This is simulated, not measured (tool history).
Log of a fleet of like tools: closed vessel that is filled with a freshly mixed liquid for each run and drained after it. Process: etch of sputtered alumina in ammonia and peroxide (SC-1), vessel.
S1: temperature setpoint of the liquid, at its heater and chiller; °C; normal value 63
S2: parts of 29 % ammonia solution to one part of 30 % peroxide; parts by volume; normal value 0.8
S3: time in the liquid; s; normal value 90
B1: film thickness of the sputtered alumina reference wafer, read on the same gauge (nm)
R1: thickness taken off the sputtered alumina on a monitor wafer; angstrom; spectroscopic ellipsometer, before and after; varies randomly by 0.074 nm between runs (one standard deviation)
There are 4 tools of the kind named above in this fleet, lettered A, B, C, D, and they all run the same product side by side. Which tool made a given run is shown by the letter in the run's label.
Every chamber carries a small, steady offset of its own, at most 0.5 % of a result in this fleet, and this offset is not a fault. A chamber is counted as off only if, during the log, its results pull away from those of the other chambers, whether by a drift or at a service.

run,hour,S1,S2,S3,B1,R1
1D,4.3,63,0.8,90,40.021,104.35
2B,10.4,63,0.8,90,39.978,104.42
3C,17.2,63,0.8,90,39.986,103.98
4A,25.7,63,0.8,90,39.98,104.07
# hour 29.9: chamber A: new drum of ammonia solution connected
5B,31.9,63,0.8,90,39.977,106.41
6C,36.2,63,0.8,90,39.998,103.03
# hour 41.5: chamber D: new drum of ammonia solution connected
7A,41.5,63,0.8,90,40.024,105.17
8D,48.4,63,0.8,90,39.968,106.08
9D,52.4,63,0.5,135,39.951,149.47
10B,57.8,63,0.5,135,39.99,151.77
11A,63.9,63,0.5,135,40.029,150.22
# hour 65.2: chamber B: thermometer replaced
12C,71.5,63,0.5,135,39.988,148.42
13B,77.7,63,0.8,90,39.949,103.73
14A,84.6,63,0.8,90,39.964,106.51
# hour 85.1: chamber C: ammonia flow meter replaced
15D,88.9,63,0.8,90,40.016,104.62
16C,95.6,63,0.8,90,39.999,104.55
17B,99.9,63,0.8,90,39.989,104.42
18D,104.6,63,0.8,90,40.051,106.17
19A,113.6,63,0.8,90,40.03,106.4
20C,119.2,63,0.8,90,40.015,105.6
21D,124.8,63,0.8,90,40.01,106.1
# hour 131: chamber D: thermometer replaced
22B,132.7,63,0.6,65,39.987,74.09
23C,139.6,63,0.6,65,39.998,73.247
24A,146.4,63,0.6,65,40.025,75.821
25A,154.7,63,0.6,65,40.006,75.341
26D,163.4,63,0.8,90,40.009,105.21
27B,172.1,63,0.8,90,39.999,105.49
28C,179.9,63,0.8,90,39.988,104.68
# hour 183.1: chamber D: ammonia flow meter replaced
29D,185.9,63,0.8,90,40.026,103.41
30B,193.3,63,0.8,90,40.022,105.05
31C,198,63,0.8,90,40.007,105.32
32A,203.9,63,0.8,90,40.032,109.9
# hour 208.6: chamber B: ammonia flow meter replaced
33C,211.4,63,0.8,90,39.978,104.17
34B,217.7,63,1.05,90,39.97,108.36
35D,222.8,63,1.05,90,40.001,107.96
36A,230.6,63,1.05,90,40.007,113.53
37A,238.7,63,1.05,90,40.025,115.14
38C,244.4,63,0.8,90,39.949,104.69
39D,250,63,1.1,90,40.001,107.74
40B,256.2,63,1.1,90,40.044,109.01
41C,264.7,63,1.1,90,40.021,108.18
42D,271.8,63,1.1,90,40.017,108.64
43B,281.1,63,0.7,125,40.013,144.79
44A,285.6,63,0.7,125,40.046,155.51

What goes on in this fleet: one chamber off, a drifting gauge, or nothing beyond the chambers' own small offsets? Name the chamber and the cause, if any.

Chamber A drifts away from the others.
What lies behind it: liquid hotter than its thermometer reads (K) = 1.54.

Below are 4 candidate recipes for chamber A's next run, each the usual settings with a change, their results shown as question marks. Which of them brings A's results back in line with what the other chambers give on the usual settings?
In-line tolerance around the mean of the other chambers on the usual settings: R1 2.6 angstrom
45A-1,292.3,63.5,0.8,95,,?
45A-2,292.3,62.5,0.8,85,,?
45A-3,292.3,60,0.8,90,,?
45A-4,292.3,64,0.8,100,,?

Usual-settings mean across the other chambers: R1 104.89 angstrom
run,R1
45A-1,122.73
45A-2,104.43
45A-3,97.338
45A-4,132.49
45A-2 is the one that brings the chamber's results back in line with the other chambers.
